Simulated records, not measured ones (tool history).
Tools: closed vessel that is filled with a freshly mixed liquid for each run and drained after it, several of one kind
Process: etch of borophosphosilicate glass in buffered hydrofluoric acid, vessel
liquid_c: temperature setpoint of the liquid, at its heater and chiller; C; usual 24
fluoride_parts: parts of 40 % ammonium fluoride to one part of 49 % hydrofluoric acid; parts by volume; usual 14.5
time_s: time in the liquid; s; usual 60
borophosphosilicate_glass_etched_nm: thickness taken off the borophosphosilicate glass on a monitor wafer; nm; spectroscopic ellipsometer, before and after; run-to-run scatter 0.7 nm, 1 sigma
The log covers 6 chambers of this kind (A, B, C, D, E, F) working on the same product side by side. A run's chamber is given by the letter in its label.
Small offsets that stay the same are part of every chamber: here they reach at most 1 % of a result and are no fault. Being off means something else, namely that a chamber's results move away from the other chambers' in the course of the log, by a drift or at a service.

| run | hour | liquid_c | fluoride_parts | time_s | read-back film thickness of the borophosphosilicate glass reference wafer, read on the same gauge (nm) | borophosphosilicate_glass_etched_nm |
|---|---|---|---|---|---|---|
| 1E | 4.6 | 24 | 14.5 | 60 | 49.992 | 92.520 |
| 2A | 8.8 | 24 | 14.5 | 60 | 49.995 | 92.177 |
| 3D | 13.0 | 24 | 14.5 | 60 | 50.031 | 91.640 |
| 4C | 21.1 | 24 | 14.5 | 60 | 50.025 | 89.857 |
| 5F | 25.3 | 24 | 14.5 | 45 | 50.006 | 69.520 |
| 6B | 34.4 | 24 | 14.5 | 45 | 50.013 | 67.592 |
| 7B | 42.4 | 24 | 14.5 | 45 | 50.017 | 67.188 |
| 8A | 49.4 | 24 | 14.5 | 45 | 49.968 | 69.292 |
| 9F | 57.0 | 24 | 14.5 | 45 | 49.984 | 69.956 |
| 10C | 62.3 | 24 | 14.5 | 45 | 50.024 | 68.190 |
|  | 68.7 | chamber F: hydrofluoric acid flow meter replaced |
| 11E | 70.4 | 24 | 14.5 | 60 | 50.045 | 91.233 |
| 12D | 76.2 | 24 | 14.5 | 60 | 49.987 | 90.190 |
| 13A | 84.0 | 24 | 14.5 | 60 | 50.032 | 91.728 |
| 14C | 88.2 | 24 | 14.5 | 60 | 49.994 | 90.280 |
| 15D | 96.7 | 24 | 14.5 | 60 | 50.041 | 90.339 |
| 16B | 101.6 | 24 | 14.5 | 60 | 49.967 | 89.381 |
| 17F | 106.7 | 24 | 14.5 | 60 | 49.979 | 90.833 |
| 18E | 115.8 | 24 | 14.5 | 60 | 50.036 | 91.887 |
| 19B | 124.1 | 24 | 19.0 | 60 | 49.984 | 69.191 |
| 20C | 131.7 | 24 | 19.0 | 60 | 49.989 | 69.612 |
| 21E | 139.7 | 24 | 19.0 | 60 | 49.990 | 70.645 |
| 22F | 147.3 | 24 | 19.0 | 60 | 49.966 | 70.894 |
| 23A | 153.4 | 24 | 19.0 | 60 | 49.946 | 70.660 |
| 24D | 162.4 | 24 | 19.0 | 60 | 49.962 | 69.093 |
| 25B | 169.6 | 24 | 14.5 | 60 | 50.004 | 89.604 |
| 26E | 178.7 | 24 | 14.5 | 60 | 49.976 | 90.866 |
| 27F | 184.7 | 24 | 14.5 | 60 | 49.986 | 92.066 |
| 28D | 192.5 | 24 | 14.5 | 60 | 50.011 | 90.106 |
| 29A | 196.4 | 24 | 14.5 | 60 | 50.006 | 91.344 |
| 30C | 200.9 | 24 | 14.5 | 60 | 49.999 | 94.190 |
| 31B | 209.0 | 24 | 14.5 | 60 | 49.992 | 90.721 |
| 32F | 214.3 | 24 | 14.5 | 75 | 49.961 | 115.920 |
| 33E | 222.1 | 24 | 14.5 | 75 | 49.966 | 115.370 |
| 34C | 227.4 | 24 | 14.5 | 75 | 50.006 | 118.210 |
| 35D | 236.5 | 24 | 14.5 | 75 | 50.016 | 113.220 |
| 36A | 245.2 | 24 | 14.5 | 75 | 49.986 | 114.530 |
| 37A | 252.7 | 24 | 14.5 | 75 | 50.041 | 113.720 |
| 38F | 259.2 | 24 | 14.5 | 60 | 50.003 | 92.378 |
| 39B | 266.2 | 24 | 14.5 | 60 | 49.997 | 90.471 |
| 40E | 274.8 | 28 | 16.5 | 60 | 49.993 | 100.230 |
| 41C | 282.1 | 28 | 16.5 | 60 | 49.983 | 103.240 |
| 42D | 286.5 | 28 | 16.5 | 60 | 50.002 | 98.542 |
| 43C | 294.9 | 28 | 16.5 | 60 | 50.016 | 105.850 |
| 44E | 302.0 | 28 | 16.5 | 60 | 50.035 | 101.890 |

One chamber off, gauge drift, or nothing amiss beyond the chambers' own small offsets? If it is a chamber, which one, and what is the likeliest cause?

One chamber, C, drifts off from the rest bit by bit.
Cause: liquid hotter than its thermometer reads (K) = 1.31.
From this log alone, it may not be told apart from: hydrofluoric acid flow above the setpoint (%).

Here are 4 candidates for chamber C's next run, each the usual settings with a change, their results left as question marks. Which one brings its results back in line with what the others give on the usual settings?
To be in line, a result may differ from the other chambers' mean on the usual settings by at most: borophosphosilicate_glass_etched_nm 2.500 nm
| 45C-1 | 308.5 | 24 | 16.5 | 60 |  | ? |
| 45C-2 | 308.5 | 24 | 12.5 | 60 |  | ? |
| 45C-3 | 308.5 | 24 | 15.5 | 60 |  | ? |
| 45C-4 | 308.5 | 24 | 13.5 | 60 |  | ? |

Mean of the other chambers on the usual settings: borophosphosilicate_glass_etched_nm 91.226 nm
| run | borophosphosilicate_glass_etched_nm |
|---|---|
| 45C-1 | 85.534 |
| 45C-2 | 112.920 |
| 45C-3 | 91.055 |
| 45C-4 | 104.550 |
45C-3 puts the chamber back in line with the other chambers.
